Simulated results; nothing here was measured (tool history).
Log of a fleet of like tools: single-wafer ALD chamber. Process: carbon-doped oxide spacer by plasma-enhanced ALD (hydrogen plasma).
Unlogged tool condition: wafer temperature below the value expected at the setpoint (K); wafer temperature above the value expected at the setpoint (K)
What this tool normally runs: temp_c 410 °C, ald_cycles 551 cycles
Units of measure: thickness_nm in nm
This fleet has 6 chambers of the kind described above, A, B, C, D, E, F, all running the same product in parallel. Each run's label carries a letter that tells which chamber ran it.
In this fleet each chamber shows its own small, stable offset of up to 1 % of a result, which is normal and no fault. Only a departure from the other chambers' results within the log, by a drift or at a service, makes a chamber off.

run   hour  temp_c  ald_cycles  hours since the last thermocouple change  read-back reference wafer on the same gauge, thickness_nm  thickness_nm
 1B   11.6     410         551                                    1696.9                                                     25.492        26.598
 2A   22.7     410         551                                    1062.3                                                     25.498        26.508
 3E   29.4     410         551                                     994.3                                                     25.496        26.936
 4F   42.3     410         551                                     399.8                                                     25.482        26.834
 5D   55.2     410         551                                     730.6                                                     25.490        26.428
 6C   61.1     410         551                                    1371.0                                                     25.480        26.593
 7A   70.6     410         551                                    1110.2                                                     25.470        26.562
 8C   81.8     410         551                                    1391.7                                                     25.470        26.626
 9B   91.9     410         551                                    1777.2                                                     25.459        26.550
10F  102.1     410         551                                     459.6                                                     25.464        26.742
11E  110.4     410         551                                    1075.3                                                     25.446        26.902
12D  123.6     410         551                                     799.0                                                     25.450        26.338
13E  135.4     410         551                                    1100.3                                                     25.451        26.923
14F  141.6     410         551                                     499.1                                                     25.438        26.757
15C  150.6     410         551                                    1460.5                                                     25.444        26.621
16B  157.3     410         551                                    1842.6                                                     25.438        26.533
17D  166.9     410         551                                     842.3                                                     25.434        26.403
18A  176.0     410         551                                    1215.6                                                     25.436        26.367
19A  189.3     410         551                                    1228.9                                                     25.423        26.453
20F  198.0     410         551                                     555.5                                                     25.414        26.688
21E  204.3     410         551                                    1169.2                                                     25.418        26.900
22D  211.5     410         551                                     886.9                                                     25.423        26.421
23C  224.6     405         615                                    1534.5                                                     25.416        30.204
24B  231.2     405         615                                    1916.5                                                     25.412        29.959
25A  239.6     405         615                                    1279.2                                                     25.413        29.964
26C  247.5     405         615                                    1557.4                                                     25.403        30.117
27F  260.6     405         615                                     618.1                                                     25.396        30.214
28E  271.4     405         615                                    1236.3                                                     25.389        30.453
29B  282.6     410         551                                    1967.9                                                     25.391        26.400
30D  292.7     410         551                                     968.1                                                     25.388        26.339
31C  303.0     410         551                                    1612.9                                                     25.372        26.554
32B  311.5     410         551                                    1996.8                                                     25.377        26.464
33E  319.0     410         551                                    1283.9                                                     25.377        26.901
34F  325.6     410         551                                     683.1                                                     25.372        26.669
     337.7  -- chamber B: thermocouple changed; heater temperature recalibrated
35A  338.3     410         551                                    1377.9                                                     25.358        26.370
36D  349.7     410         551                                    1025.1                                                     25.370        26.333
37C  360.8     410         452                                    1670.7                                                     25.357        21.733
38B  367.4     410         452                                      29.8                                                     25.353        21.702
39F  381.0     410         452                                     738.5                                                     25.359        21.834
40D  393.8     410         452                                    1069.2                                                     25.346        21.617
41A  404.9     410         452                                    1444.5                                                     25.343        21.592
42E  417.0     410         452                                    1381.9                                                     25.334        22.021

Each of the 6 chambers runs these same settings next. Fill in every chamber's results:
43A  426.7     410         623                                                                                                                  ?
43B  426.7     410         623                                                                                                                  ?
43C  426.7     410         623                                                                                                                  ?
43D  426.7     410         623                                                                                                                  ?
43E  426.7     410         623                                                                                                                  ?
43F  426.7     410         623                                                                                                                  ?

run  thickness_nm
43A        29.858
43B        29.853
43C        29.994
43D        29.731
43E        30.301
43F        30.014
